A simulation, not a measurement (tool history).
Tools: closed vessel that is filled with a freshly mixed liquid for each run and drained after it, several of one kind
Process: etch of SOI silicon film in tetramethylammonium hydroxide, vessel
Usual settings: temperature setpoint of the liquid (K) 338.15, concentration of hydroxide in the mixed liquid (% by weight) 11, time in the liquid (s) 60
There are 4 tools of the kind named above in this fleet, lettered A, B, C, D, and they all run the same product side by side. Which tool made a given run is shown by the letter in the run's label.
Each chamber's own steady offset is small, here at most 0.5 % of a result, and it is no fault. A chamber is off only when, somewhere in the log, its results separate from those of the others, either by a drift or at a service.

run     day  temperature setpoint of the liquid (K)  concentration of hydroxide in the mixed liquid (% by weight)  time in the liquid (s)  read-back film thickness of the SOI silicon film reference wafer, read on the same gauge (nm)  thickness taken off the SOI silicon film on a monitor wafer (nm)
 1A   0.371                                  338.15                                                            11                      60                                                                                         79.998                                                            311.89
 2B   0.754                                  338.15                                                            11                      60                                                                                         79.996                                                            304.22
 3C   1.121                                  338.15                                                            11                      60                                                                                         79.993                                                            306.45
 4D   1.433                                  338.15                                                            11                      60                                                                                         79.989                                                             304.9
 5A   1.775                                  338.15                                                            11                      60                                                                                         79.975                                                            308.28
 6D   2.025                                  338.15                                                          13.5                      60                                                                                         79.995                                                            282.48
 7B   2.379                                  338.15                                                          13.5                      60                                                                                         80.014                                                            281.95
 8C    2.65                                  338.15                                                          13.5                      60                                                                                         80.025                                                            282.35
 9B   2.983                                  338.15                                                          13.5                      60                                                                                          79.97                                                            281.99
10C   3.388                                  338.15                                                            11                      60                                                                                         79.996                                                            308.24
11A   3.579                                  338.15                                                            11                      60                                                                                         79.998                                                            307.49
12D   3.838                                  338.15                                                            11                      60                                                                                         80.005                                                            309.39
13D   4.192                                  338.15                                                            11                      60                                                                                         79.981                                                            307.28
14B   4.533                                  338.15                                                            11                      60                                                                                         80.038                                                            308.85
15A   4.933                                  338.15                                                            11                      60                                                                                         79.989                                                            308.03
16C   5.329                                  338.15                                                            11                      60                                                                                         80.005                                                            306.84
17A   5.521                                  338.15                                                            11                      60                                                                                         79.997                                                            309.91
18D   5.925                                  338.15                                                            11                      60                                                                                         80.039                                                            307.84
19C   6.338                                  338.15                                                            11                      60                                                                                         80.003                                                             306.3
20B   6.567                                  338.15                                                          13.5                      45                                                                                         79.958                                                            215.02
21B   6.758                                  338.15                                                          13.5                      45                                                                                         80.015                                                            215.28
22D   7.021                                  338.15                                                          13.5                      45                                                                                         79.997                                                             211.9
23C   7.379                                  338.15                                                          13.5                      45                                                                                         79.963                                                            211.28
      7.417  -- chamber C: thermometer replaced
24A   7.746                                  338.15                                                            11                      60                                                                                         80.034                                                            307.85
25A     8.1                                  338.15                                                            11                      60                                                                                         80.009                                                            310.63
26C   8.346                                  338.15                                                            11                      60                                                                                         80.026                                                            308.98
27D   8.721                                  338.15                                                            11                      60                                                                                         79.968                                                             306.6
28B   8.908                                  338.15                                                            11                      60                                                                                             80                                                            312.42
29B   9.312                                  338.15                                                          13.5                      35                                                                                         80.001                                                            169.26
30D   9.704                                  338.15                                                          13.5                      35                                                                                         80.009                                                            163.58
31C  10.133                                  338.15                                                          13.5                      35                                                                                         79.967                                                             164.2
32A  10.329                                  338.15                                                          13.5                      35                                                                                         80.031                                                               166
33D  10.592                                  338.15                                                            11                      60                                                                                          79.98                                                            306.78
34B  10.908                                  338.15                                                            11                      60                                                                                         80.002                                                            317.64
35C  11.188                                  342.65                                                            11                      60                                                                                         80.009                                                            401.71
36A    11.6                                  342.65                                                            11                      60                                                                                         80.014                                                            399.78
37C  11.842                                  342.65                                                            11                      60                                                                                         80.012                                                            400.86
38A  12.167                                  342.65                                                            11                      60                                                                                         80.006                                                            401.03

Each of the 4 chambers runs these same settings next. Fill in every chamber's results:
39A  12.475                                  338.15                                                            11                      60                                                                                                                                                                ?
39B  12.475                                  338.15                                                            11                      60                                                                                                                                                                ?
39C  12.475                                  338.15                                                            11                      60                                                                                                                                                                ?
39D  12.475                                  338.15                                                            11                      60                                                                                                                                                                ?

run  thickness taken off the SOI silicon film on a monitor wafer (nm)
39A                                                            308.68
39B                                                            317.68
39C                                                            302.94
39D                                                            307.88
